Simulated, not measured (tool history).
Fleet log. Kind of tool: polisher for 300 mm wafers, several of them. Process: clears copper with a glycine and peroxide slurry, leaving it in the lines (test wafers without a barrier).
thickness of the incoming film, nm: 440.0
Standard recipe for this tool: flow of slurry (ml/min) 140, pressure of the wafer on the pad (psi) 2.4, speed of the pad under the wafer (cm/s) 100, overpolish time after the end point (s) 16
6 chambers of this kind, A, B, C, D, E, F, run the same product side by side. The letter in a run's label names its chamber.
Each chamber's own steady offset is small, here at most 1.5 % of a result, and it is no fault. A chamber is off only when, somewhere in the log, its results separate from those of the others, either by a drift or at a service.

| run | hour | flow of slurry (ml/min) | pressure of the wafer on the pad (psi) | speed of the pad under the wafer (cm/s) | overpolish time after the end point (s) | time until the end point was called (s) | dishing of a wide line in a test structure (Å) |
|---|---|---|---|---|---|---|---|
| 1C | 14.0 | 140 | 2.4 | 100 | 16 | 99.988 | 467.94 |
| 2F | 26.1 | 140 | 2.4 | 100 | 16 | 97.567 | 476.35 |
| 3B | 38.4 | 140 | 2.4 | 100 | 16 | 98.673 | 478.22 |
| 4A | 47.6 | 140 | 2.4 | 100 | 16 | 101.980 | 466.67 |
| 5E | 61.7 | 140 | 2.4 | 100 | 16 | 98.473 | 466.45 |
|  | 74.9 | chamber E: worn pad replaced by a new one |
| 6D | 75.2 | 140 | 2.4 | 100 | 16 | 101.510 | 459.71 |
| 7A | 84.2 | 140 | 2.4 | 100 | 16 | 97.811 | 468.33 |
|  | 88.5 | chamber B: worn pad replaced by a new one |
| 8C | 93.8 | 140 | 2.4 | 100 | 16 | 99.290 | 465.48 |
|  | 101.4 | chamber F: worn pad replaced by a new one |
| 9E | 107.1 | 140 | 2.4 | 100 | 16 | 100.090 | 467.47 |
| 10F | 117.2 | 140 | 2.4 | 100 | 16 | 96.501 | 466.72 |
|  | 123.1 | chamber A: worn pad replaced by a new one |
|  | 124.4 | chamber D: worn pad replaced by a new one |
| 11B | 127.2 | 140 | 2.4 | 100 | 16 | 100.270 | 472.41 |
| 12D | 140.0 | 140 | 2.4 | 100 | 16 | 98.414 | 467.31 |
|  | 147.8 | chamber B: head pressure recalibrated |
| 13E | 149.1 | 140 | 2.4 | 100 | 16 | 98.518 | 471.95 |
|  | 151.3 | chamber B: slurry nozzle cleaned |
| 14D | 161.1 | 140 | 2.4 | 100 | 16 | 99.722 | 467.82 |
|  | 164.6 | chamber E: worn pad replaced by a new one |
|  | 173.1 | chamber F: slurry nozzle cleaned |
| 15C | 175.4 | 140 | 2.4 | 100 | 16 | 99.470 | 470.45 |
|  | 176.8 | chamber C: head pressure recalibrated |
| 16F | 184.9 | 140 | 2.4 | 100 | 21 | 100.070 | 585.63 |
| 17B | 194.0 | 140 | 2.4 | 100 | 21 | 98.486 | 586.12 |
|  | 196.1 | chamber C: worn pad replaced by a new one |
| 18A | 205.7 | 140 | 2.4 | 100 | 21 | 99.381 | 575.12 |
| 19E | 214.9 | 140 | 2.4 | 100 | 21 | 100.020 | 583.46 |
|  | 220.9 | chamber E: slurry nozzle cleaned |
| 20F | 223.2 | 140 | 2.4 | 100 | 21 | 98.261 | 588.61 |
|  | 224.8 | chamber F: worn pad replaced by a new one |
| 21C | 236.0 | 140 | 2.4 | 100 | 21 | 92.008 | 611.02 |
| 22D | 244.5 | 140 | 2.4 | 80 | 16 | 118.620 | 407.70 |
|  | 248.8 | chamber A: worn pad replaced by a new one |
|  | 251.3 | chamber E: worn pad replaced by a new one |
| 23A | 254.1 | 140 | 2.4 | 80 | 16 | 120.330 | 411.20 |
|  | 260.2 | chamber B: worn pad replaced by a new one |
| 24B | 263.6 | 140 | 2.4 | 80 | 16 | 118.730 | 401.85 |
|  | 265.8 | chamber D: worn pad replaced by a new one |
| 25F | 275.3 | 140 | 2.4 | 80 | 16 | 119.680 | 403.56 |
| 26C | 282.4 | 140 | 2.4 | 80 | 16 | 113.290 | 429.14 |
|  | 282.6 | chamber E: head pressure recalibrated |
| 27E | 295.7 | 140 | 2.4 | 80 | 16 | 117.540 | 411.79 |
| 28A | 308.4 | 140 | 2.4 | 100 | 16 | 99.105 | 460.75 |
| 29B | 317.3 | 140 | 2.4 | 100 | 16 | 100.130 | 466.92 |
| 30D | 331.7 | 140 | 2.4 | 100 | 16 | 101.240 | 476.82 |
|  | 337.7 | chamber F: worn pad replaced by a new one |
| 31F | 342.0 | 140 | 2.4 | 100 | 16 | 96.719 | 478.45 |
| 32A | 350.8 | 140 | 2.9 | 100 | 16 | 86.201 | 536.36 |
|  | 353.2 | chamber E: worn pad replaced by a new one |
| 33E | 363.2 | 140 | 2.9 | 100 | 16 | 85.110 | 532.76 |
| 34B | 376.8 | 140 | 2.9 | 100 | 16 | 84.547 | 536.97 |
|  | 379.0 | chamber C: slurry nozzle cleaned |
|  | 390.6 | chamber B: worn pad replaced by a new one |
| 35D | 390.8 | 140 | 2.9 | 100 | 16 | 87.315 | 524.58 |
|  | 392.2 | chamber A: worn pad replaced by a new one |
|  | 393.5 | chamber C: worn pad replaced by a new one |
| 36C | 398.7 | 140 | 2.9 | 100 | 16 | 79.425 | 559.61 |
|  | 410.1 | chamber D: worn pad replaced by a new one |
| 37F | 412.7 | 140 | 2.9 | 100 | 16 | 83.423 | 542.64 |
| 38C | 420.7 | 140 | 2.4 | 100 | 16 | 93.316 | 495.02 |
| 39D | 435.1 | 140 | 2.4 | 100 | 16 | 97.486 | 465.31 |
| 40B | 446.4 | 160 | 2.4 | 100 | 23 | 95.095 | 620.78 |
|  | 448.4 | chamber E: worn pad replaced by a new one |
| 41E | 455.8 | 160 | 2.4 | 100 | 23 | 96.491 | 632.71 |
| 42A | 471.0 | 160 | 2.4 | 100 | 23 | 95.587 | 642.02 |
| 43D | 480.2 | 160 | 2.4 | 100 | 23 | 100.310 | 629.17 |
| 44E | 496.1 | 160 | 2.4 | 100 | 23 | 97.547 | 644.39 |

Each of the 6 chambers runs these same settings next. Fill in every chamber's results:
| 45A | 507.5 | 140 | 2.4 | 100 | 16 | ? | ? |
| 45B | 507.5 | 140 | 2.4 | 100 | 16 | ? | ? |
| 45C | 507.5 | 140 | 2.4 | 100 | 16 | ? | ? |
| 45D | 507.5 | 140 | 2.4 | 100 | 16 | ? | ? |
| 45E | 507.5 | 140 | 2.4 | 100 | 16 | ? | ? |
| 45F | 507.5 | 140 | 2.4 | 100 | 16 | ? | ? |

| run | time until the end point was called (s) | dishing of a wide line in a test structure (Å) |
|---|---|---|
| 45A | 98.570 | 465.82 |
| 45B | 100.350 | 469.77 |
| 45C | 92.964 | 492.36 |
| 45D | 100.370 | 467.48 |
| 45E | 97.640 | 463.52 |
| 45F | 97.531 | 469.58 |

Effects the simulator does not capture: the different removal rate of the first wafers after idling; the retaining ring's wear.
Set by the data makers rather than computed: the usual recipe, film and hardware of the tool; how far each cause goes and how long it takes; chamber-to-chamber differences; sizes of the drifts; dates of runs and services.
